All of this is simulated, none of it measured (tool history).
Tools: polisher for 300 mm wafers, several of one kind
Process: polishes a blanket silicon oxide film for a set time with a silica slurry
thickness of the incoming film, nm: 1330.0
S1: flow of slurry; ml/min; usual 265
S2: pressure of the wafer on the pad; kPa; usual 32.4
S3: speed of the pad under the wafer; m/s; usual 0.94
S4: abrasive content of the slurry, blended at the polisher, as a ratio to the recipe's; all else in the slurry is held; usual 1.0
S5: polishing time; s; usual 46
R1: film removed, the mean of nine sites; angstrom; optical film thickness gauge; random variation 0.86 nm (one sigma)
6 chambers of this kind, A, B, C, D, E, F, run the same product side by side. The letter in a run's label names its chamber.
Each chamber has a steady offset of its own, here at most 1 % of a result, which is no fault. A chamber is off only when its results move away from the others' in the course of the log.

-- day=0.279 chamber E: slurry blender recalibrated
-- day=0.288 chamber C: worn pad replaced by a new one
run 1D day=0.329 | S1=265 S2=32.4 S3=0.94 S4=1.0 S5=46 | R1=1269.9
run 2C day=0.658 | S1=265 S2=32.4 S3=0.94 S4=1.0 S5=46 | R1=1281.1
run 3B day=0.975 | S1=265 S2=32.4 S3=0.94 S4=1.0 S5=46 | R1=1278.2
-- day=1.121 chamber F: slurry blender recalibrated
run 4F day=1.317 | S1=265 S2=32.4 S3=0.94 S4=1.0 S5=46 | R1=1284.0
run 5E day=1.483 | S1=215 S2=32.4 S3=0.94 S4=0.8 S5=46 | R1=1090.5
run 6A day=1.754 | S1=215 S2=32.4 S3=0.94 S4=0.8 S5=46 | R1=1113.9
-- day=1.812 chamber B: slurry nozzle cleaned
run 7B day=1.962 | S1=215 S2=32.4 S3=0.94 S4=0.8 S5=46 | R1=1121.8
-- day=2.017 chamber C: head pressure recalibrated
run 8E day=2.192 | S1=215 S2=32.4 S3=0.94 S4=0.8 S5=46 | R1=1107.3
run 9A day=2.417 | S1=215 S2=32.4 S3=0.94 S4=0.8 S5=46 | R1=1140.1
run 10D day=2.608 | S1=215 S2=32.4 S3=0.94 S4=0.8 S5=46 | R1=1096.1
-- day=2.817 chamber B: conditioning disc replaced and pad reconditioned
run 11F day=2.975 | S1=265 S2=32.4 S3=0.94 S4=1.0 S5=46 | R1=1277.2
-- day=3.058 chamber A: slurry blender recalibrated
run 12C day=3.288 | S1=265 S2=32.4 S3=0.94 S4=1.0 S5=46 | R1=1285.7
-- day=3.292 chamber C: conditioning disc replaced and pad reconditioned
run 13A day=3.550 | S1=265 S2=32.4 S3=0.94 S4=1.0 S5=46 | R1=1277.5
-- day=3.575 chamber C: worn pad replaced by a new one
run 14B day=3.788 | S1=265 S2=32.4 S3=0.94 S4=1.0 S5=46 | R1=1269.7
run 15E day=4.133 | S1=265 S2=32.4 S3=0.94 S4=1.0 S5=46 | R1=1262.4
run 16F day=4.346 | S1=265 S2=32.4 S3=0.94 S4=1.0 S5=46 | R1=1245.0
-- day=4.500 chamber E: worn pad replaced by a new one
run 17D day=4.575 | S1=265 S2=32.4 S3=0.94 S4=1.0 S5=46 | R1=1259.3
-- day=4.617 chamber E: slurry blender recalibrated
-- day=4.683 chamber E: slurry nozzle cleaned
run 18C day=4.858 | S1=265 S2=32.4 S3=0.94 S4=1.0 S5=46 | R1=1281.0
-- day=4.975 chamber A: worn pad replaced by a new one
-- day=5.012 chamber B: worn pad replaced by a new one
-- day=5.071 chamber F: slurry blender recalibrated
run 19D day=5.217 | S1=265 S2=32.4 S3=0.94 S4=1.0 S5=46 | R1=1271.7
run 20B day=5.421 | S1=265 S2=32.4 S3=0.94 S4=1.0 S5=46 | R1=1273.5
-- day=5.450 chamber E: head pressure recalibrated
-- day=5.683 chamber B: slurry blender recalibrated
run 21E day=5.688 | S1=265 S2=32.4 S3=0.94 S4=1.0 S5=46 | R1=1253.2
run 22A day=5.904 | S1=265 S2=32.4 S3=0.94 S4=1.0 S5=46 | R1=1284.9
-- day=6.017 chamber A: conditioning disc replaced and pad reconditioned
-- day=6.029 chamber D: conditioning disc replaced and pad reconditioned
-- day=6.188 chamber D: slurry blender recalibrated
run 23C day=6.204 | S1=265 S2=32.4 S3=0.94 S4=1.0 S5=46 | R1=1276.3
run 24F day=6.367 | S1=265 S2=32.4 S3=1.08 S4=1.0 S5=46 | R1=1362.9
-- day=6.417 chamber D: worn pad replaced by a new one
run 25F day=6.538 | S1=265 S2=32.4 S3=1.08 S4=1.0 S5=46 | R1=1363.7
run 26B day=6.700 | S1=265 S2=32.4 S3=1.08 S4=1.0 S5=46 | R1=1421.0
run 27D day=6.979 | S1=265 S2=32.4 S3=1.08 S4=1.0 S5=46 | R1=1427.3
run 28E day=7.171 | S1=265 S2=32.4 S3=1.08 S4=1.0 S5=46 | R1=1414.7
run 29C day=7.467 | S1=265 S2=32.4 S3=1.08 S4=1.0 S5=46 | R1=1413.5
-- day=7.538 chamber C: worn pad replaced by a new one
-- day=7.746 chamber F: conditioning disc replaced and pad reconditioned
run 30A day=7.750 | S1=265 S2=32.4 S3=0.94 S4=1.0 S5=46 | R1=1273.1
run 31D day=8.100 | S1=325 S2=32.4 S3=0.94 S4=1.0 S5=46 | R1=1287.4
run 32F day=8.271 | S1=325 S2=32.4 S3=0.94 S4=1.0 S5=46 | R1=1236.5
run 33C day=8.550 | S1=325 S2=32.4 S3=0.94 S4=1.0 S5=46 | R1=1289.3
run 34E day=8.733 | S1=325 S2=32.4 S3=0.94 S4=1.0 S5=46 | R1=1302.4
run 35B day=8.979 | S1=325 S2=32.4 S3=0.94 S4=1.0 S5=46 | R1=1300.4
-- day=9.167 chamber E: slurry blender recalibrated
run 36A day=9.208 | S1=325 S2=32.4 S3=0.94 S4=1.0 S5=46 | R1=1295.8
run 37B day=9.542 | S1=265 S2=32.4 S3=0.94 S4=1.0 S5=46 | R1=1260.8
-- day=9.617 chamber E: worn pad replaced by a new one
run 38E day=9.721 | S1=265 S2=32.4 S3=0.94 S4=1.0 S5=46 | R1=1253.4
run 39A day=9.929 | S1=265 S2=32.4 S3=0.94 S4=1.0 S5=46 | R1=1264.8

Is one chamber off against the others, does the gauge drift, or is nothing wrong? If a chamber is off, say which, and what the likeliest cause is.

Chamber F drifts away from the others.
Cause: removal rate lost through wear of the pad, % = 7.47.
The log may not tell that from: slurry flow missing at the pad, %; head's pressure below its setpoint, %.

Here are 4 candidates for chamber F's next run, each the usual settings with a change, their results left as question marks. Which one brings its results back in line with what the others give on the usual settings?
In line means no further than this from the other chambers' mean on the usual settings: R1 30.0 angstrom
run 40F-1 day=10.196 | S1=265 S2=31.7 S3=0.92 S4=1.0 S5=45 | R1=?
run 40F-2 day=10.196 | S1=265 S2=31.0 S3=0.90 S4=1.0 S5=43 | R1=?
run 40F-3 day=10.196 | S1=265 S2=33.1 S3=0.96 S4=1.0 S5=47 | R1=?
run 40F-4 day=10.196 | S1=265 S2=33.8 S3=0.98 S4=1.0 S5=49 | R1=?

The other chambers' mean on the usual settings: R1 1270.4 angstrom
run=40F-1 R1=1118.2
run=40F-2 R1=1027.3
run=40F-3 R1=1260.3
run=40F-4 R1=1363.3
40F-3 brings the chamber back in line.

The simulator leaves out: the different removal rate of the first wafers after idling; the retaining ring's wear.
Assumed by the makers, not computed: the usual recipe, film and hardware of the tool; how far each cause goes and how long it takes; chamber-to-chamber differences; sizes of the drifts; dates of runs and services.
